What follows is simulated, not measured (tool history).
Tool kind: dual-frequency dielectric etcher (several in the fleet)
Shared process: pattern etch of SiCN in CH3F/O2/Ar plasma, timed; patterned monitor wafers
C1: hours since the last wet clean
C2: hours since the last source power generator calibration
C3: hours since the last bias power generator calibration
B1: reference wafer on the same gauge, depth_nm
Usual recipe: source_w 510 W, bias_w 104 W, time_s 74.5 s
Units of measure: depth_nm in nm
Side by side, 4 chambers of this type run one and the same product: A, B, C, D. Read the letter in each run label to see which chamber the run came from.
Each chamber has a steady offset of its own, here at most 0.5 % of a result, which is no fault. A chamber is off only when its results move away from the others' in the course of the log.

{"run": "1C", "hour": 10.1, "source_w": 510, "bias_w": 104, "time_s": 74.5, "C1": 218.6, "C2": 1241.9, "C3": 2841.3, "B1": 31.884, "depth_nm": 35.09}
{"run": "2A", "hour": 21.7, "source_w": 510, "bias_w": 104, "time_s": 74.5, "C1": 445.3, "C2": 3130.6, "C3": 2434.2, "B1": 31.864, "depth_nm": 34.794}
{"run": "3B", "hour": 32.3, "source_w": 510, "bias_w": 104, "time_s": 74.5, "C1": 340.2, "C2": 1090.6, "C3": 177.3, "B1": 31.868, "depth_nm": 34.757}
{"run": "4D", "hour": 42.2, "source_w": 510, "bias_w": 104, "time_s": 74.5, "C1": 91.4, "C2": 973, "C3": 956.8, "B1": 31.854, "depth_nm": 35.019}
{"hour": 45.6, "done": "chamber A: wet clean of the chamber"}
{"run": "5A", "hour": 50.0, "source_w": 510, "bias_w": 104, "time_s": 74.5, "C1": 4.4, "C2": 3158.9, "C3": 2462.5, "B1": 31.849, "depth_nm": 34.664}
{"run": "6D", "hour": 56.4, "source_w": 510, "bias_w": 104, "time_s": 74.5, "C1": 105.6, "C2": 987.2, "C3": 971, "B1": 31.861, "depth_nm": 34.997}
{"run": "7C", "hour": 62.8, "source_w": 510, "bias_w": 104, "time_s": 74.5, "C1": 271.3, "C2": 1294.6, "C3": 2894, "B1": 31.842, "depth_nm": 34.92}
{"run": "8B", "hour": 73.0, "source_w": 510, "bias_w": 104, "time_s": 74.5, "C1": 380.9, "C2": 1131.3, "C3": 218, "B1": 31.833, "depth_nm": 34.748}
{"run": "9D", "hour": 85.6, "source_w": 510, "bias_w": 104, "time_s": 74.5, "C1": 134.8, "C2": 1016.4, "C3": 1000.2, "B1": 31.816, "depth_nm": 34.974}
{"run": "10A", "hour": 97.4, "source_w": 510, "bias_w": 104, "time_s": 74.5, "C1": 51.8, "C2": 3206.3, "C3": 2509.9, "B1": 31.806, "depth_nm": 34.691}
{"run": "11C", "hour": 107.7, "source_w": 400, "bias_w": 104, "time_s": 74.5, "C1": 316.2, "C2": 1339.5, "C3": 2938.9, "B1": 31.786, "depth_nm": 31.808}
{"run": "12B", "hour": 120.1, "source_w": 400, "bias_w": 104, "time_s": 74.5, "C1": 428, "C2": 1178.4, "C3": 265.1, "B1": 31.779, "depth_nm": 31.733}
{"hour": 121.1, "done": "chamber C: wet clean of the chamber"}
{"run": "13B", "hour": 129.5, "source_w": 400, "bias_w": 104, "time_s": 74.5, "C1": 437.4, "C2": 1187.8, "C3": 274.5, "B1": 31.773, "depth_nm": 31.784}
{"run": "14D", "hour": 137.3, "source_w": 400, "bias_w": 104, "time_s": 74.5, "C1": 186.5, "C2": 1068.1, "C3": 1051.9, "B1": 31.76, "depth_nm": 31.987}
{"hour": 140.0, "done": "chamber B: wet clean of the chamber"}
{"hour": 141.1, "done": "chamber A: bias power generator calibrated"}
{"run": "15C", "hour": 143.6, "source_w": 510, "bias_w": 104, "time_s": 74.5, "C1": 22.5, "C2": 1375.4, "C3": 2974.8, "B1": 31.768, "depth_nm": 34.894}
{"run": "16A", "hour": 151.9, "source_w": 510, "bias_w": 104, "time_s": 74.5, "C1": 106.3, "C2": 3260.8, "C3": 10.8, "B1": 31.762, "depth_nm": 34.737}
{"run": "17B", "hour": 157.9, "source_w": 510, "bias_w": 104, "time_s": 74.5, "C1": 18, "C2": 1216.2, "C3": 302.9, "B1": 31.739, "depth_nm": 34.573}
{"run": "18D", "hour": 169.3, "source_w": 510, "bias_w": 104, "time_s": 74.5, "C1": 218.5, "C2": 1100.1, "C3": 1083.9, "B1": 31.721, "depth_nm": 34.77}
{"run": "19A", "hour": 175.2, "source_w": 510, "bias_w": 104, "time_s": 74.5, "C1": 129.6, "C2": 3284.1, "C3": 34.1, "B1": 31.718, "depth_nm": 34.661}
{"run": "20C", "hour": 182.3, "source_w": 510, "bias_w": 104, "time_s": 74.5, "C1": 61.2, "C2": 1414.1, "C3": 3013.5, "B1": 31.74, "depth_nm": 34.834}
{"run": "21A", "hour": 192.3, "source_w": 510, "bias_w": 104, "time_s": 74.5, "C1": 146.7, "C2": 3301.2, "C3": 51.2, "B1": 31.712, "depth_nm": 34.686}
{"run": "22C", "hour": 204.9, "source_w": 510, "bias_w": 104, "time_s": 74.5, "C1": 83.8, "C2": 1436.7, "C3": 3036.1, "B1": 31.704, "depth_nm": 34.97}
{"run": "23D", "hour": 216.4, "source_w": 510, "bias_w": 104, "time_s": 74.5, "C1": 265.6, "C2": 1147.2, "C3": 1131, "B1": 31.697, "depth_nm": 34.801}
{"run": "24B", "hour": 227.6, "source_w": 410, "bias_w": 104, "time_s": 89, "C1": 87.7, "C2": 1285.9, "C3": 372.6, "B1": 31.669, "depth_nm": 38.177}

Decide between three cases: one chamber stands off from its peers, the gauge reading all wafers drifts, or nothing is wrong past each chamber's small offset. Where a chamber is off, say which and what most likely put it there.

Every chamber seems to shift together because the gauge that measures them all drifts; the chambers themselves are fine.
Cause: gauge reads low (%) = 0.728.
